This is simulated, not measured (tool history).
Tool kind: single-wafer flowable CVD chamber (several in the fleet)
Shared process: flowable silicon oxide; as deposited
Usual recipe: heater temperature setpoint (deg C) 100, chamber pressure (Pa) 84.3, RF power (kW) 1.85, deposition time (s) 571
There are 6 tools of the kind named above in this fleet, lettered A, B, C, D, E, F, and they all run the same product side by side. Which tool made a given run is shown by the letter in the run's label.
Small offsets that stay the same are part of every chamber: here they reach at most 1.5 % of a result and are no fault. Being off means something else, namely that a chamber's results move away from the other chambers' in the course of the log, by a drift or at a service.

| run | day | heater temperature setpoint (deg C) | chamber pressure (Pa) | RF power (kW) | deposition time (s) | hours since the last thermocouple change | hours since the last RF generator calibration | hours since the last manometer calibration | read-back reference wafer on the same gauge, thickness_nm | mean film thickness on the monitor wafer (angstrom) |
|---|---|---|---|---|---|---|---|---|---|---|
| 1D | 0.388 | 100 | 84.3 | 1.85 | 571 | 1887.8 | 973.2 | 368.5 | 262.39 | 2461.7 |
| 2C | 0.617 | 100 | 84.3 | 1.85 | 571 | 1294.3 | 1731.9 | 393.2 | 261.9 | 2519.8 |
| 3B | 0.842 | 100 | 84.3 | 1.85 | 571 | 357.1 | 413.8 | 546.1 | 261.87 | 2505.1 |
| 4A | 1.117 | 100 | 84.3 | 1.85 | 571 | 355.5 | 860.8 | 678 | 262.07 | 2488.2 |
| 5E | 1.521 | 100 | 84.3 | 1.85 | 571 | 993.1 | 1091 | 535.1 | 262.1 | 2488.1 |
| 6F | 1.767 | 100 | 84.3 | 1.85 | 571 | 601.2 | 1905.8 | 1017.4 | 262.25 | 2496.4 |
| 7C | 1.962 | 100 | 84.3 | 1.58 | 571 | 1326.6 | 1764.2 | 425.5 | 262.12 | 2402.9 |
| 8E | 2.242 | 100 | 84.3 | 1.58 | 571 | 1010.4 | 1108.3 | 552.4 | 261.75 | 2391.4 |
| 9A | 2.583 | 100 | 84.3 | 1.58 | 571 | 390.7 | 896 | 713.2 | 261.99 | 2383.9 |
| 10B | 2.996 | 100 | 84.3 | 1.58 | 571 | 408.8 | 465.5 | 597.8 | 261.95 | 2401.2 |
| 11D | 3.192 | 100 | 84.3 | 1.58 | 571 | 1955.1 | 1040.5 | 435.8 | 262.18 | 2373.8 |
| 12F | 3.546 | 100 | 84.3 | 1.58 | 571 | 643.9 | 1948.5 | 1060.1 | 262.1 | 2392.8 |
|  | 3.7 | chamber F: RF generator calibrated |
|  | 3.792 | chamber A: RF generator calibrated |
| 13E | 3.912 | 100 | 84.3 | 1.85 | 571 | 1050.5 | 1148.4 | 592.5 | 261.86 | 2498.8 |
| 14A | 4.1 | 100 | 84.3 | 1.85 | 571 | 427.1 | 7.4 | 749.6 | 262.08 | 2505.5 |
| 15B | 4.283 | 100 | 84.3 | 1.85 | 571 | 439.7 | 496.4 | 628.7 | 261.98 | 2528.7 |
| 16C | 4.642 | 100 | 84.3 | 1.85 | 571 | 1390.9 | 1828.5 | 489.8 | 262.03 | 2526.7 |
| 17D | 4.854 | 100 | 84.3 | 1.85 | 571 | 1995 | 1080.4 | 475.7 | 261.97 | 2471 |
| 18F | 5.079 | 100 | 84.3 | 1.85 | 571 | 680.7 | 33.1 | 1096.9 | 262.35 | 2481.2 |
| 19C | 5.417 | 100 | 84.3 | 1.85 | 618 | 1409.5 | 1847.1 | 508.4 | 261.88 | 2707 |
| 20A | 5.808 | 100 | 84.3 | 1.85 | 618 | 468.1 | 48.4 | 790.6 | 262 | 2712.7 |
| 21F | 6.033 | 100 | 84.3 | 1.85 | 618 | 703.6 | 56 | 1119.8 | 261.95 | 2698.2 |
| 22E | 6.225 | 100 | 84.3 | 1.85 | 618 | 1106 | 1203.9 | 648 | 261.79 | 2700.6 |
| 23D | 6.592 | 100 | 84.3 | 1.85 | 618 | 2036.7 | 1122.1 | 517.4 | 261.88 | 2673.6 |
|  | 6.621 | chamber C: thermocouple changed; heater temperature recalibrated |
|  | 6.792 | chamber D: thermocouple changed; heater temperature recalibrated |
| 24B | 6.95 | 100 | 84.3 | 1.85 | 618 | 503.7 | 560.4 | 692.7 | 261.67 | 2708 |
| 25A | 7.162 | 100 | 84.3 | 1.85 | 571 | 500.6 | 80.9 | 823.1 | 262.07 | 2484.9 |
| 26E | 7.525 | 100 | 84.3 | 1.85 | 571 | 1137.2 | 1235.1 | 679.2 | 261.86 | 2475.1 |
| 27D | 7.871 | 114 | 84.3 | 1.555 | 571 | 26 | 1152.8 | 548.1 | 262.1 | 1494.3 |
|  | 8.033 | chamber F: capacitance manometer re-zeroed and calibrated |
| 28F | 8.1 | 114 | 84.3 | 1.555 | 571 | 753.2 | 105.6 | 1.7 | 262.23 | 1508.6 |
| 29C | 8.338 | 114 | 84.3 | 1.555 | 571 | 41.2 | 1917.2 | 578.5 | 261.76 | 1508.5 |
| 30B | 8.554 | 114 | 84.3 | 1.555 | 571 | 542.2 | 598.9 | 731.2 | 261.96 | 1511.7 |
| 31F | 8.842 | 114 | 84.3 | 1.555 | 571 | 771 | 123.4 | 19.5 | 261.94 | 1506.4 |
| 32C | 9.229 | 114 | 84.3 | 1.555 | 571 | 62.6 | 1938.6 | 599.9 | 262.28 | 1519.1 |
|  | 9.45 | chamber D: RF generator calibrated |
| 33E | 9.617 | 100 | 84.3 | 1.85 | 571 | 1187.4 | 1285.3 | 729.4 | 261.7 | 2460.1 |
| 34B | 9.838 | 100 | 84.3 | 1.85 | 571 | 573 | 629.7 | 762 | 261.93 | 2534.8 |
| 35A | 10.012 | 100 | 84.3 | 1.85 | 571 | 569 | 149.3 | 891.5 | 261.94 | 2499.6 |
| 36D | 10.229 | 100 | 84.3 | 1.85 | 571 | 82.6 | 18.7 | 604.7 | 261.61 | 2481.6 |
| 37C | 10.608 | 100 | 84.3 | 1.85 | 571 | 95.7 | 1971.7 | 633 | 262.26 | 2510.3 |
| 38D | 10.829 | 100 | 84.3 | 1.85 | 571 | 97 | 33.1 | 619.1 | 261.76 | 2481.1 |
| 39E | 11.067 | 100 | 84.3 | 1.85 | 571 | 1222.2 | 1320.1 | 764.2 | 262.08 | 2423.5 |
| 40B | 11.421 | 100 | 84.3 | 1.85 | 571 | 611 | 667.7 | 800 | 262.23 | 2523.7 |

All 6 chambers run these settings next. Forecast each chamber's results:
| 41A | 11.712 | 100 | 84.3 | 1.85 | 663 |  |  |  |  | ? |
| 41B | 11.712 | 100 | 84.3 | 1.85 | 663 |  |  |  |  | ? |
| 41C | 11.712 | 100 | 84.3 | 1.85 | 663 |  |  |  |  | ? |
| 41D | 11.712 | 100 | 84.3 | 1.85 | 663 |  |  |  |  | ? |
| 41E | 11.712 | 100 | 84.3 | 1.85 | 663 |  |  |  |  | ? |
| 41F | 11.712 | 100 | 84.3 | 1.85 | 663 |  |  |  |  | ? |

| run | mean film thickness on the monitor wafer (angstrom) |
|---|---|
| 41A | 2915 |
| 41B | 2914 |
| 41C | 2935.1 |
| 41D | 2891.8 |
| 41E | 2826.6 |
| 41F | 2906.4 |
